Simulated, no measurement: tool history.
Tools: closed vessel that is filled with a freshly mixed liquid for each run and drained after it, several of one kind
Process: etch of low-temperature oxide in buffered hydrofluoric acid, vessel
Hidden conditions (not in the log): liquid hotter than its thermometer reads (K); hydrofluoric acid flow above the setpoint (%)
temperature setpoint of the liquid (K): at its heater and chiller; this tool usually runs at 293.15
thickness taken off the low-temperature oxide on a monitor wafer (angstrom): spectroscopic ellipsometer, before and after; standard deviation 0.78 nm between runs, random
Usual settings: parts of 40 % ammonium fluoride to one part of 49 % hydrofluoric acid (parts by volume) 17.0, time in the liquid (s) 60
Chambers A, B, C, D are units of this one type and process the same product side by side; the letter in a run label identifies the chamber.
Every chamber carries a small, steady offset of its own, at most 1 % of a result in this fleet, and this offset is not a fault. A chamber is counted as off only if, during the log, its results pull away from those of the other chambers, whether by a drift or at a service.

run   hour  temperature setpoint of the liquid (K)  parts of 40 % ammonium fluoride to one part of 49 % hydrofluoric acid (parts by volume)  time in the liquid (s)  hours since the thermometer was replaced  hours since the hydrofluoric acid flow meter was replaced  read-back film thickness of the low-temperature oxide reference wafer, read on the same gauge (nm)  thickness taken off the low-temperature oxide on a monitor wafer (angstrom)
 1A    6.7                                  293.15                                                                                     17.0                      60                                      93.3                                                      166.5                                                                                              69.988                                                                       1536.0
 2C   18.8                                  293.15                                                                                     17.0                      60                                    1458.3                                                      831.7                                                                                              70.004                                                                       1542.8
 3D   25.8                                  293.15                                                                                     17.0                      60                                     622.4                                                      419.2                                                                                              70.017                                                                       1539.4
 4B   38.5                                  293.15                                                                                     17.0                      60                                    1508.1                                                      619.6                                                                                              69.976                                                                       1540.8
 5B   45.5                                  293.15                                                                                     17.0                      60                                    1515.1                                                      626.6                                                                                              69.995                                                                       1531.0
      49.1  -- chamber C: thermometer replaced
 6A   57.4                                  293.15                                                                                     17.0                      60                                     144.0                                                      217.2                                                                                              69.985                                                                       1527.6
 7C   64.9                                  293.15                                                                                     11.5                      60                                      15.9                                                      877.8                                                                                              69.994                                                                       2255.8
 8D   75.0                                  293.15                                                                                     11.5                      60                                     671.6                                                      468.4                                                                                              69.977                                                                       2244.3
 9B   84.0                                  293.15                                                                                     11.5                      60                                    1553.6                                                      665.1                                                                                              69.986                                                                       2281.1
10C   89.9                                  293.15                                                                                     11.5                      60                                      40.9                                                      902.8                                                                                              70.014                                                                       2283.8
11A  101.0                                  293.15                                                                                     17.0                      60                                     187.6                                                      260.8                                                                                              70.007                                                                       1513.3
12D  107.9                                  290.15                                                                                     17.0                      85                                     704.5                                                      501.3                                                                                              70.005                                                                       1832.2
13B  118.7                                  290.15                                                                                     17.0                      85                                    1588.3                                                      699.8                                                                                              69.972                                                                       1835.3
14D  126.4                                  290.15                                                                                     17.0                      85                                     723.0                                                      519.8                                                                                              70.019                                                                       1828.9
15A  135.1                                  290.15                                                                                     17.0                      85                                     221.7                                                      294.9                                                                                              69.998                                                                       1822.8
16C  142.8                                  293.15                                                                                     17.0                      60                                      93.8                                                      955.7                                                                                              70.028                                                                       1534.9
     145.8  -- chamber B: hydrofluoric acid flow meter replaced
17D  155.9                                  293.15                                                                                     17.0                      60                                     752.5                                                      549.3                                                                                              70.022                                                                       1533.1
18C  167.6                                  293.15                                                                                     11.0                      60                                     118.6                                                      980.5                                                                                              69.998                                                                       2362.6
19A  176.7                                  293.15                                                                                     11.0                      60                                     263.3                                                      336.5                                                                                              70.028                                                                       2342.2
20B  186.0                                  293.15                                                                                     11.0                      60                                    1655.6                                                       40.2                                                                                              69.985                                                                       2382.0
21A  196.4                                  293.15                                                                                     11.0                      60                                     283.0                                                      356.2                                                                                              70.008                                                                       2350.9
22D  207.9                                  293.15                                                                                     17.0                      60                                     804.5                                                      601.3                                                                                              70.012                                                                       1528.2
23B  216.3                                  293.15                                                                                     13.0                      60                                    1685.9                                                       70.5                                                                                              70.017                                                                       2009.9
24C  228.5                                  293.15                                                                                     13.0                      60                                     179.5                                                     1041.4                                                                                              69.986                                                                       2002.9
25C  237.6                                  293.15                                                                                     13.0                      60                                     188.6                                                     1050.5                                                                                              69.985                                                                       2012.7
26A  249.5                                  293.15                                                                                     13.0                      60                                     336.1                                                      409.3                                                                                              69.987                                                                       2000.3
27B  258.9                                  293.15                                                                                     17.0                      60                                    1728.5                                                      113.1                                                                                              69.976                                                                       1534.9
28D  267.0                                  293.15                                                                                     17.0                      60                                     863.6                                                      660.4                                                                                              69.997                                                                       1552.0

What goes on in this fleet: one chamber off, a drifting gauge, or nothing beyond the chambers' own small offsets? Name the chamber and the cause, if any.

Beyond each chamber's small constant offset nothing stands out, and the gauge stays steady.

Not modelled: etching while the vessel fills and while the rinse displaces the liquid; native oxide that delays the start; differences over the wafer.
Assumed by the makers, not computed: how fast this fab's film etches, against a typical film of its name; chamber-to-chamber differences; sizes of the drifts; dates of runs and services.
